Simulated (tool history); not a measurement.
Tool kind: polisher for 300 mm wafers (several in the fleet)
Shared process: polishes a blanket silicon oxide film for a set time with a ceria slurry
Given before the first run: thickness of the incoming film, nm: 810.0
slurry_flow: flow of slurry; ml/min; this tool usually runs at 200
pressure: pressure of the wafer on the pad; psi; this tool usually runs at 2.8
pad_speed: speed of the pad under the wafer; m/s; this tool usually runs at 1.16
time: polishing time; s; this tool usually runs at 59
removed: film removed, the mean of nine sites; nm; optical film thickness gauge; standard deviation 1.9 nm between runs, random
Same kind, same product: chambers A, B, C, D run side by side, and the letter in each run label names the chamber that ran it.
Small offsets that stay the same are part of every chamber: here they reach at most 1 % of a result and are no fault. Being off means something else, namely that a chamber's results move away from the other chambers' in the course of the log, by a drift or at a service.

run	hour	slurry_flow	pressure	pad_speed	time	wafers polished on this pad	hours since the slurry nozzle was cleaned	hours since the head pressure was calibrated	removed
1C	6.6	200	2.8	1.16	59	210	111.9	178.5	251.69
2A	13.1	200	2.8	1.16	59	1193	89.1	1111	251.61
# hour 15.6: chamber A: worn pad replaced by a new one
3B	20.9	200	2.8	1.16	59	247	290.4	224	250.44
4D	26.8	200	2.8	1.16	59	602	463	505.8	256.32
5D	36.4	200	2.8	1.16	59	677	472.6	515.4	256.51
6B	41.4	200	2.8	1.16	59	407	310.9	244.5	250.92
7A	50.4	250	2.8	1.16	50	272	126.4	1148.3	218
# hour 54.7: chamber D: worn pad replaced by a new one
8C	58.7	250	2.8	1.16	50	617	164	230.6	218.85
9B	68.1	250	2.8	1.16	50	616	337.6	271.2	218.08
10D	78.2	250	2.8	1.16	50	183	514.4	557.2	220.66
# hour 85.2: chamber A: head pressure recalibrated
# hour 86.1: chamber B: slurry nozzle cleaned
# hour 86.7: chamber C: worn pad replaced by a new one
11A	87.6	200	2.8	1.42	73	562	163.6	2.5	365.5
12C	93.6	200	2.8	1.42	73	54	198.9	265.5	380.74
13C	103.4	200	2.8	1.42	73	131	208.7	275.3	382.06
14D	108.3	200	2.8	1.42	73	418	544.5	587.3	391.52
15A	118.9	200	2.8	1.16	59	807	194.9	33.8	237.15
16B	126.8	200	2.8	1.16	59	1074	40.7	329.9	251.02
# hour 129.4: chamber D: head pressure recalibrated
17A	134.5	200	2.8	1.16	59	928	210.5	49.4	236.85
18B	140.8	200	2.8	1.16	59	1183	54.7	343.9	249.43
# hour 143.8: chamber C: head pressure recalibrated
19C	148.1	200	2.8	1.16	59	480	253.4	4.3	256.49
# hour 148.9: chamber B: worn pad replaced by a new one
# hour 150.8: chamber D: worn pad replaced by a new one
20D	156.2	200	2.8	1.16	59	42	592.4	26.8	251.49
21B	162	200	2.8	1.38	52	102	75.9	365.1	266.28
# hour 169.7: chamber A: worn pad replaced by a new one
22C	169.7	200	2.8	1.38	52	648	275	25.9	264.44
23D	174.7	200	2.8	1.38	52	186	610.9	45.3	266.26
24A	184.3	200	2.8	1.38	52	114	260.3	99.2	245.73
25D	192	225	3.4	1.16	59	322	628.2	62.6	310.98

Read the log: is a single chamber off, either drifting away or since a service, is the gauge that measures every chamber drifting, or is nothing wrong beyond small per-chamber offsets? Name any odd chamber and what most likely caused it.

After it was serviced, chamber A no longer matches the other chambers.
Likeliest cause: head's pressure below its setpoint, % = 4.78.

Which of the 4 candidates below, each the usual settings with something changed and its results left as question marks, puts chamber A back in line with what the other chambers give on the usual settings?
In-line tolerance around the mean of the other chambers on the usual settings: removed 6.5 nm
26A-1	199.9	205	3.2	1.16	59				?
26A-2	199.9	200	2.8	1.08	55				?
26A-3	199.9	200	2.7	1.14	58				?
26A-4	199.9	200	2.9	1.2	59				?

Average result of the remaining chambers running the usual settings: removed 252.89 nm
run	removed
26A-1	272.59
26A-2	206.01
26A-3	220.96
26A-4	254.36
It is 26A-4 that realigns the chamber with its peers.
